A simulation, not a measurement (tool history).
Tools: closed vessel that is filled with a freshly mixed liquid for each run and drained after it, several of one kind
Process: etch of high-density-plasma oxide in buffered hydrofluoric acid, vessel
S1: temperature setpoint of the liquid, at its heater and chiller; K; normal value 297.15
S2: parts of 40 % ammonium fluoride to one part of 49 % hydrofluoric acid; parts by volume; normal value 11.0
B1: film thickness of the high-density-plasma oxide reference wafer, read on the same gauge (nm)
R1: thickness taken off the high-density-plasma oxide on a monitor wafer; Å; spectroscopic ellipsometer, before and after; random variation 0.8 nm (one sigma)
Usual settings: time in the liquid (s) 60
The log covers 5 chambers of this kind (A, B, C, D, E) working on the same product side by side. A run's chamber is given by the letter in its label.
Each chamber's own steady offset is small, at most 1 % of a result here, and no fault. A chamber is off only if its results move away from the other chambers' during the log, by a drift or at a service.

run 1E hour=5.8 | S1=297.15 S2=11.0 time_in_the_liquid_(s)=60 | B1=110.00 | R1=921.60
run 2C hour=13.9 | S1=297.15 S2=11.0 time_in_the_liquid_(s)=60 | B1=109.98 | R1=933.44
run 3B hour=21.2 | S1=297.15 S2=11.0 time_in_the_liquid_(s)=60 | B1=109.95 | R1=925.20
run 4D hour=29.2 | S1=297.15 S2=11.0 time_in_the_liquid_(s)=60 | B1=110.02 | R1=926.08
run 5A hour=35.2 | S1=297.15 S2=11.0 time_in_the_liquid_(s)=60 | B1=109.98 | R1=917.09
run 6B hour=39.6 | S1=297.15 S2=11.0 time_in_the_liquid_(s)=60 | B1=109.95 | R1=930.31
run 7C hour=47.0 | S1=297.15 S2=11.0 time_in_the_liquid_(s)=60 | B1=110.02 | R1=930.75
run 8D hour=52.8 | S1=297.15 S2=11.0 time_in_the_liquid_(s)=60 | B1=109.95 | R1=922.94
run 9A hour=57.1 | S1=297.15 S2=11.0 time_in_the_liquid_(s)=60 | B1=110.02 | R1=925.63
run 10E hour=65.1 | S1=297.15 S2=11.0 time_in_the_liquid_(s)=60 | B1=109.99 | R1=909.54
run 11D hour=72.0 | S1=300.15 S2=8.0 time_in_the_liquid_(s)=60 | B1=110.01 | R1=1456.80
run 12E hour=79.1 | S1=300.15 S2=8.0 time_in_the_liquid_(s)=60 | B1=109.98 | R1=1458.40
run 13C hour=83.2 | S1=300.15 S2=8.0 time_in_the_liquid_(s)=60 | B1=109.98 | R1=1475.90
run 14B hour=86.8 | S1=300.15 S2=8.0 time_in_the_liquid_(s)=60 | B1=110.00 | R1=1434.80
run 15A hour=93.0 | S1=300.15 S2=8.0 time_in_the_liquid_(s)=60 | B1=110.02 | R1=1427.80
run 16C hour=97.5 | S1=297.15 S2=11.0 time_in_the_liquid_(s)=60 | B1=109.97 | R1=924.21
run 17D hour=102.6 | S1=297.15 S2=11.0 time_in_the_liquid_(s)=60 | B1=109.96 | R1=918.55
run 18E hour=109.3 | S1=297.15 S2=11.0 time_in_the_liquid_(s)=60 | B1=110.00 | R1=908.59
run 19B hour=116.8 | S1=297.15 S2=11.0 time_in_the_liquid_(s)=60 | B1=109.95 | R1=926.97
run 20A hour=122.3 | S1=297.15 S2=14.0 time_in_the_liquid_(s)=85 | B1=110.03 | R1=1038.80
run 21C hour=126.3 | S1=297.15 S2=14.0 time_in_the_liquid_(s)=85 | B1=109.99 | R1=1037.10
run 22D hour=129.8 | S1=297.15 S2=14.0 time_in_the_liquid_(s)=85 | B1=110.05 | R1=1016.00
run 23E hour=137.8 | S1=297.15 S2=14.0 time_in_the_liquid_(s)=85 | B1=109.95 | R1=1039.40
run 24B hour=143.7 | S1=297.15 S2=14.0 time_in_the_liquid_(s)=85 | B1=110.01 | R1=1061.30
run 25A hour=148.1 | S1=297.15 S2=11.0 time_in_the_liquid_(s)=60 | B1=110.02 | R1=923.91
run 26E hour=153.3 | S1=297.15 S2=9.5 time_in_the_liquid_(s)=60 | B1=109.98 | R1=1025.60
run 27C hour=160.3 | S1=297.15 S2=9.5 time_in_the_liquid_(s)=60 | B1=109.96 | R1=1053.50
run 28D hour=168.5 | S1=297.15 S2=9.5 time_in_the_liquid_(s)=60 | B1=110.08 | R1=1038.40
-- hour=172.4 chamber A: thermometer replaced
run 29B hour=174.0 | S1=297.15 S2=9.5 time_in_the_liquid_(s)=60 | B1=109.97 | R1=1059.20
run 30A hour=181.1 | S1=297.15 S2=9.5 time_in_the_liquid_(s)=60 | B1=109.99 | R1=1032.20
run 31C hour=187.6 | S1=297.15 S2=9.5 time_in_the_liquid_(s)=60 | B1=109.99 | R1=1054.00
run 32D hour=193.5 | S1=297.15 S2=9.5 time_in_the_liquid_(s)=60 | B1=110.03 | R1=1041.60
run 33B hour=200.9 | S1=297.15 S2=9.5 time_in_the_liquid_(s)=60 | B1=109.98 | R1=1046.00
run 34A hour=207.3 | S1=297.15 S2=9.5 time_in_the_liquid_(s)=60 | B1=109.97 | R1=1037.60
run 35E hour=215.0 | S1=297.15 S2=9.5 time_in_the_liquid_(s)=60 | B1=110.04 | R1=1060.00
run 36D hour=223.0 | S1=300.65 S2=11.0 time_in_the_liquid_(s)=60 | B1=110.02 | R1=1121.40
run 37B hour=230.5 | S1=300.65 S2=11.0 time_in_the_liquid_(s)=60 | B1=109.98 | R1=1105.50
run 38E hour=235.9 | S1=300.65 S2=11.0 time_in_the_liquid_(s)=60 | B1=110.00 | R1=1109.60
run 39A hour=244.0 | S1=300.65 S2=11.0 time_in_the_liquid_(s)=60 | B1=109.99 | R1=1109.70
run 40C hour=249.0 | S1=300.65 S2=11.0 time_in_the_liquid_(s)=60 | B1=109.97 | R1=1115.50
-- hour=251.8 chamber C: thermometer replaced
run 41E hour=256.5 | S1=297.15 S2=11.0 time_in_the_liquid_(s)=60 | B1=110.03 | R1=923.07
run 42C hour=264.4 | S1=297.15 S2=11.0 time_in_the_liquid_(s)=60 | B1=109.99 | R1=923.59
run 43B hour=270.7 | S1=297.15 S2=11.0 time_in_the_liquid_(s)=60 | B1=110.00 | R1=919.46
run 44A hour=275.6 | S1=297.15 S2=11.0 time_in_the_liquid_(s)=60 | B1=109.99 | R1=924.22

What goes on in this fleet: one chamber off, a drifting gauge, or nothing beyond the chambers' own small offsets? Name the chamber and the cause, if any.

Nothing is wrong: each chamber keeps only its own small, steady offset and the gauge holds still.
